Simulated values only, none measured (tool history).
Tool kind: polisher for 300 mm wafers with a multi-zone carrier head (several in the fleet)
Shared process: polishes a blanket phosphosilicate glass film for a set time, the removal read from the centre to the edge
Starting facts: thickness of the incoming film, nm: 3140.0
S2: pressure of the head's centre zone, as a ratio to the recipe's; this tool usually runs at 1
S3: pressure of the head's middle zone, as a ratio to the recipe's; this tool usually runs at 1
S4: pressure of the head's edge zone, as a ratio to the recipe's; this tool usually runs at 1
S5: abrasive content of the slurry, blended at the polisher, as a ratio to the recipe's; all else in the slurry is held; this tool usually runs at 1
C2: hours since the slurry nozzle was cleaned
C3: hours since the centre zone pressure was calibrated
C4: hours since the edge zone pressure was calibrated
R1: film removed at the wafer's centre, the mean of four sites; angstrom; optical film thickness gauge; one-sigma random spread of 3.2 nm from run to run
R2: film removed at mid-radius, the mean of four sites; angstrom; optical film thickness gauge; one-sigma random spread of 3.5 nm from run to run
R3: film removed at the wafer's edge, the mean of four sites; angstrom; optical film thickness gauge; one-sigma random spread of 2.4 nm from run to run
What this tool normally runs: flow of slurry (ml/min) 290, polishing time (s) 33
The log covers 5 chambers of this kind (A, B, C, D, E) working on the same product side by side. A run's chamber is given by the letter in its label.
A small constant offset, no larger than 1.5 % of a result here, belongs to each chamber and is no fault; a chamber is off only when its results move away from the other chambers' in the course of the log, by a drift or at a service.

run 1C hour=7.1 | flow_of_slurry_(ml/min)=290 S2=1 S3=1 S4=1 S5=1 polishing_time_(s)=33 | wafers_polished_on_this_pad=945 C2=304.7 C3=272.7 C4=772.9 | R1=2348.1 R2=2470.9 R3=2441
-- hour=12.8 chamber A: worn pad replaced by a new one
-- hour=17.1 chamber D: worn pad replaced by a new one
run 2E hour=21.1 | flow_of_slurry_(ml/min)=290 S2=1 S3=1 S4=1 S5=1 polishing_time_(s)=33 | wafers_polished_on_this_pad=853 C2=407.1 C3=1280.8 C4=469.1 | R1=2441.4 R2=2395.3 R3=2450.5
-- hour=37.2 chamber E: worn pad replaced by a new one
run 3A hour=37.2 | flow_of_slurry_(ml/min)=290 S2=1 S3=1 S4=1 S5=1 polishing_time_(s)=33 | wafers_polished_on_this_pad=333 C2=167.7 C3=767.2 C4=424.8 | R1=2449.5 R2=2457.1 R3=2397.8
-- hour=37.3 chamber A: centre zone pressure recalibrated
run 4D hour=46.6 | flow_of_slurry_(ml/min)=290 S2=1 S3=1 S4=1 S5=1 polishing_time_(s)=33 | wafers_polished_on_this_pad=402 C2=511 C3=1010 C4=355.2 | R1=2387.7 R2=2439.8 R3=2446.3
-- hour=50.6 chamber C: worn pad replaced by a new one
-- hour=59.6 chamber B: worn pad replaced by a new one
run 5B hour=61.6 | flow_of_slurry_(ml/min)=290 S2=1 S3=1 S4=1 S5=1 polishing_time_(s)=33 | wafers_polished_on_this_pad=28 C2=446.9 C3=208.8 C4=142.9 | R1=2470.2 R2=2469.9 R3=2402.2
-- hour=69.4 chamber C: edge zone pressure recalibrated
run 6C hour=72.2 | flow_of_slurry_(ml/min)=290 S2=1 S3=1 S4=1 S5=0.75 polishing_time_(s)=33 | wafers_polished_on_this_pad=294 C2=369.8 C3=337.8 C4=2.9 | R1=2069 R2=2109.4 R3=2125.6
run 7B hour=82.7 | flow_of_slurry_(ml/min)=290 S2=1 S3=1 S4=1 S5=0.75 polishing_time_(s)=33 | wafers_polished_on_this_pad=315 C2=468 C3=229.9 C4=164 | R1=2086.4 R2=2094 R3=2122.8
-- hour=90.9 chamber C: centre zone pressure recalibrated
run 8A hour=92.4 | flow_of_slurry_(ml/min)=290 S2=1 S3=1 S4=1 S5=0.75 polishing_time_(s)=33 | wafers_polished_on_this_pad=1085 C2=222.9 C3=55.1 C4=480 | R1=2138.7 R2=2096.8 R3=2132.2
-- hour=99.5 chamber A: worn pad replaced by a new one
run 9E hour=99.8 | flow_of_slurry_(ml/min)=290 S2=1 S3=1 S4=1 S5=0.75 polishing_time_(s)=33 | wafers_polished_on_this_pad=853 C2=485.8 C3=1359.5 C4=547.8 | R1=2135 R2=2089.9 R3=2116.6
-- hour=107.1 chamber E: worn pad replaced by a new one
run 10D hour=114.8 | flow_of_slurry_(ml/min)=290 S2=1 S3=1 S4=1 S5=0.75 polishing_time_(s)=33 | wafers_polished_on_this_pad=1331 C2=579.2 C3=1078.2 C4=423.4 | R1=2150.4 R2=2122 R3=2105.6
-- hour=117.1 chamber D: slurry nozzle cleaned
-- hour=120.2 chamber E: slurry nozzle cleaned
-- hour=120.4 chamber A: slurry nozzle cleaned
-- hour=121.5 chamber B: worn pad replaced by a new one
run 11D hour=128.2 | flow_of_slurry_(ml/min)=290 S2=1 S3=1 S4=1 S5=1 polishing_time_(s)=33 | wafers_polished_on_this_pad=1513 C2=11.1 C3=1091.6 C4=436.8 | R1=2403.5 R2=2409 R3=2387.3
-- hour=128.8 chamber D: worn pad replaced by a new one
-- hour=130.4 chamber A: edge zone pressure recalibrated
run 12E hour=140.1 | flow_of_slurry_(ml/min)=290 S2=1 S3=1 S4=1 S5=1 polishing_time_(s)=33 | wafers_polished_on_this_pad=449 C2=20 C3=1399.8 C4=588.1 | R1=2511.7 R2=2440.3 R3=2431.1
run 13A hour=151.9 | flow_of_slurry_(ml/min)=290 S2=1 S3=1 S4=1 S5=1 polishing_time_(s)=33 | wafers_polished_on_this_pad=713 C2=31.5 C3=114.6 C4=21.6 | R1=2494.1 R2=2425.7 R3=2437.9
-- hour=155.4 chamber B: slurry nozzle cleaned
-- hour=158.5 chamber C: worn pad replaced by a new one
run 14C hour=166.1 | flow_of_slurry_(ml/min)=290 S2=1 S3=1 S4=1 S5=1 polishing_time_(s)=33 | wafers_polished_on_this_pad=104 C2=463.7 C3=75.2 C4=96.8 | R1=2402.6 R2=2435.8 R3=2450.9
run 15B hour=173.4 | flow_of_slurry_(ml/min)=290 S2=1 S3=1 S4=1 S5=1 polishing_time_(s)=33 | wafers_polished_on_this_pad=707 C2=18 C3=320.6 C4=254.7 | R1=2445.3 R2=2477.7 R3=2406.7
-- hour=181 chamber E: worn pad replaced by a new one
-- hour=185.8 chamber A: worn pad replaced by a new one
run 16E hour=187.7 | flow_of_slurry_(ml/min)=290 S2=1 S3=1 S4=1 S5=1 polishing_time_(s)=33 | wafers_polished_on_this_pad=91 C2=67.6 C3=1447.4 C4=635.7 | R1=2456.4 R2=2460.6 R3=2442.1
-- hour=197.4 chamber B: worn pad replaced by a new one
run 17A hour=200 | flow_of_slurry_(ml/min)=290 S2=1 S3=1 S4=1 S5=1 polishing_time_(s)=33 | wafers_polished_on_this_pad=194 C2=79.6 C3=162.7 C4=69.7 | R1=2435.1 R2=2408.5 R3=2428.8
run 18B hour=209.7 | flow_of_slurry_(ml/min)=290 S2=1 S3=1 S4=1 S5=1 polishing_time_(s)=33 | wafers_polished_on_this_pad=167 C2=54.3 C3=356.9 C4=291 | R1=2410.7 R2=2402.9 R3=2430.9
-- hour=219.6 chamber E: centre zone pressure recalibrated
-- hour=223.9 chamber D: worn pad replaced by a new one
run 19C hour=225.5 | flow_of_slurry_(ml/min)=375 S2=0.93 S3=1 S4=1 S5=1 polishing_time_(s)=33 | wafers_polished_on_this_pad=913 C2=523.1 C3=134.6 C4=156.2 | R1=2297.4 R2=2459.9 R3=2494.8
run 20D hour=232.5 | flow_of_slurry_(ml/min)=375 S2=0.93 S3=1 S4=1 S5=1 polishing_time_(s)=33 | wafers_polished_on_this_pad=117 C2=115.4 C3=1195.9 C4=541.1 | R1=2271.1 R2=2438.9 R3=2498.3
run 21E hour=248.5 | flow_of_slurry_(ml/min)=375 S2=0.93 S3=1 S4=1 S5=1 polishing_time_(s)=33 | wafers_polished_on_this_pad=919 C2=128.4 C3=29 C4=696.5 | R1=2335.8 R2=2503 R3=2445
-- hour=253.9 chamber E: worn pad replaced by a new one
-- hour=255.8 chamber C: worn pad replaced by a new one
run 22A hour=258.2 | flow_of_slurry_(ml/min)=375 S2=0.93 S3=1 S4=1 S5=1 polishing_time_(s)=33 | wafers_polished_on_this_pad=987 C2=137.8 C3=220.9 C4=127.9 | R1=2337.5 R2=2500.7 R3=2513.6
-- hour=264.6 chamber B: worn pad replaced by a new one
run 23B hour=268 | flow_of_slurry_(ml/min)=375 S2=0.93 S3=1 S4=1 S5=1 polishing_time_(s)=33 | wafers_polished_on_this_pad=47 C2=112.6 C3=415.2 C4=349.3 | R1=2270.5 R2=2540.9 R3=2510.2
-- hour=277.8 chamber A: worn pad replaced by a new one
run 24D hour=278 | flow_of_slurry_(ml/min)=290 S2=1 S3=1 S4=1 S5=1 polishing_time_(s)=33 | wafers_polished_on_this_pad=737 C2=160.9 C3=1241.4 C4=586.6 | R1=2493.4 R2=2397.1 R3=2412.8
run 25C hour=290.3 | flow_of_slurry_(ml/min)=290 S2=1 S3=1 S4=1 S5=1 polishing_time_(s)=33 | wafers_polished_on_this_pad=470 C2=587.9 C3=199.4 C4=221 | R1=2398.6 R2=2443.4 R3=2460.9
run 26E hour=303.4 | flow_of_slurry_(ml/min)=290 S2=1 S3=1 S4=1 S5=1 polishing_time_(s)=33 | wafers_polished_on_this_pad=674 C2=183.3 C3=83.9 C4=751.4 | R1=2439.8 R2=2480.8 R3=2425.6
run 27D hour=312.1 | flow_of_slurry_(ml/min)=290 S2=1 S3=1 S4=1 S5=1 polishing_time_(s)=33 | wafers_polished_on_this_pad=1201 C2=195 C3=1275.5 C4=620.7 | R1=2441.6 R2=2398.4 R3=2419
run 28B hour=325.1 | flow_of_slurry_(ml/min)=290 S2=1 S3=1 S4=1 S5=1 polishing_time_(s)=33 | wafers_polished_on_this_pad=825 C2=169.7 C3=472.3 C4=406.4 | R1=2382.5 R2=2531.3 R3=2375.9
run 29C hour=333.3 | flow_of_slurry_(ml/min)=290 S2=1 S3=1 S4=1 S5=1 polishing_time_(s)=33 | wafers_polished_on_this_pad=1055 C2=630.9 C3=242.4 C4=264 | R1=2409.7 R2=2447.3 R3=2469.2
run 30A hour=347 | flow_of_slurry_(ml/min)=290 S2=1 S3=1 S4=1 S5=1 polishing_time_(s)=33 | wafers_polished_on_this_pad=943 C2=226.6 C3=309.7 C4=216.7 | R1=2431.5 R2=2444 R3=2437.2

Predict what each chamber gives when all 5 of them run the settings below next.
run 31A hour=358.5 | flow_of_slurry_(ml/min)=290 S2=1 S3=1 S4=1 S5=1 polishing_time_(s)=33 | R1=? R2=? R3=?
run 31B hour=358.5 | flow_of_slurry_(ml/min)=290 S2=1 S3=1 S4=1 S5=1 polishing_time_(s)=33 | R1=? R2=? R3=?
run 31C hour=358.5 | flow_of_slurry_(ml/min)=290 S2=1 S3=1 S4=1 S5=1 polishing_time_(s)=33 | R1=? R2=? R3=?
run 31D hour=358.5 | flow_of_slurry_(ml/min)=290 S2=1 S3=1 S4=1 S5=1 polishing_time_(s)=33 | R1=? R2=? R3=?
run 31E hour=358.5 | flow_of_slurry_(ml/min)=290 S2=1 S3=1 S4=1 S5=1 polishing_time_(s)=33 | R1=? R2=? R3=?

run=31A R1=2445.9 R2=2406.4 R3=2421.7
run=31B R1=2377.9 R2=2431.3 R3=2451
run=31C R1=2427 R2=2480.5 R3=2439.1
run=31D R1=2444.2 R2=2411.9 R3=2346.2
run=31E R1=2467.5 R2=2459.1 R3=2424.5

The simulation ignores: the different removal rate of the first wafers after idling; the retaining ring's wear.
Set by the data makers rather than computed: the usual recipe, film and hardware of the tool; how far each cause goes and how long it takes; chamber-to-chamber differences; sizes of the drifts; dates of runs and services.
